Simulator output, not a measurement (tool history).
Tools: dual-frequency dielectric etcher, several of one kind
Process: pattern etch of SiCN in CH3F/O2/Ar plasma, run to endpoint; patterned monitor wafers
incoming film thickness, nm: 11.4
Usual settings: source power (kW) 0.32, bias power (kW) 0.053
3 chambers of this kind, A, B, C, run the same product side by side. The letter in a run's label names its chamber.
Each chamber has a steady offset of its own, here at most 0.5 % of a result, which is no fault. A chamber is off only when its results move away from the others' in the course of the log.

{"run": "1C", "hour": 8.4, "source power (kW)": 0.32, "bias power (kW)": 0.053, "endpoint time (s)": 36.556}
{"run": "2B", "hour": 18.1, "source power (kW)": 0.32, "bias power (kW)": 0.053, "endpoint time (s)": 36.774}
{"run": "3A", "hour": 28.1, "source power (kW)": 0.32, "bias power (kW)": 0.053, "endpoint time (s)": 36.855}
{"run": "4A", "hour": 35.2, "source power (kW)": 0.32, "bias power (kW)": 0.053, "endpoint time (s)": 36.977}
{"run": "5C", "hour": 40.0, "source power (kW)": 0.32, "bias power (kW)": 0.053, "endpoint time (s)": 36.642}
{"run": "6B", "hour": 48.5, "source power (kW)": 0.32, "bias power (kW)": 0.053, "endpoint time (s)": 36.75}
{"run": "7C", "hour": 57.2, "source power (kW)": 0.32, "bias power (kW)": 0.053, "endpoint time (s)": 36.72}
{"run": "8B", "hour": 65.1, "source power (kW)": 0.32, "bias power (kW)": 0.065, "endpoint time (s)": 34.266}
{"hour": 66.4, "done": "chamber B: wet clean of the chamber"}
{"run": "9A", "hour": 75.7, "source power (kW)": 0.32, "bias power (kW)": 0.065, "endpoint time (s)": 34.531}
{"run": "10C", "hour": 80.4, "source power (kW)": 0.32, "bias power (kW)": 0.065, "endpoint time (s)": 34.089}
{"run": "11B", "hour": 90.7, "source power (kW)": 0.32, "bias power (kW)": 0.053, "endpoint time (s)": 35.151}
{"run": "12A", "hour": 98.6, "source power (kW)": 0.32, "bias power (kW)": 0.053, "endpoint time (s)": 36.79}
{"run": "13B", "hour": 105.3, "source power (kW)": 0.32, "bias power (kW)": 0.053, "endpoint time (s)": 35.087}
{"run": "14A", "hour": 115.5, "source power (kW)": 0.32, "bias power (kW)": 0.053, "endpoint time (s)": 36.913}
{"run": "15C", "hour": 121.1, "source power (kW)": 0.32, "bias power (kW)": 0.053, "endpoint time (s)": 36.717}
{"run": "16B", "hour": 127.4, "source power (kW)": 0.32, "bias power (kW)": 0.053, "endpoint time (s)": 35.305}
{"run": "17C", "hour": 134.9, "source power (kW)": 0.32, "bias power (kW)": 0.053, "endpoint time (s)": 36.68}
{"run": "18A", "hour": 143.4, "source power (kW)": 0.32, "bias power (kW)": 0.053, "endpoint time (s)": 37.013}
{"run": "19C", "hour": 148.2, "source power (kW)": 0.32, "bias power (kW)": 0.053, "endpoint time (s)": 36.587}
{"run": "20A", "hour": 153.0, "source power (kW)": 0.32, "bias power (kW)": 0.053, "endpoint time (s)": 36.955}
{"run": "21B", "hour": 159.6, "source power (kW)": 0.32, "bias power (kW)": 0.053, "endpoint time (s)": 34.999}
{"run": "22A", "hour": 170.1, "source power (kW)": 0.36, "bias power (kW)": 0.053, "endpoint time (s)": 35.133}
{"run": "23C", "hour": 176.8, "source power (kW)": 0.36, "bias power (kW)": 0.053, "endpoint time (s)": 34.803}
{"run": "24B", "hour": 182.7, "source power (kW)": 0.36, "bias power (kW)": 0.053, "endpoint time (s)": 33.628}
{"run": "25C", "hour": 190.2, "source power (kW)": 0.32, "bias power (kW)": 0.053, "endpoint time (s)": 36.628}

Next, every chamber runs the same settings. What will each give?
{"run": "26A", "hour": 197.9, "source power (kW)": 0.39, "bias power (kW)": 0.053, "endpoint time (s)": "?"}
{"run": "26B", "hour": 197.9, "source power (kW)": 0.39, "bias power (kW)": 0.053, "endpoint time (s)": "?"}
{"run": "26C", "hour": 197.9, "source power (kW)": 0.39, "bias power (kW)": 0.053, "endpoint time (s)": "?"}

run=26A endpoint_time_(s)=34.191
run=26B endpoint_time_(s)=32.852
run=26C endpoint_time_(s)=33.822
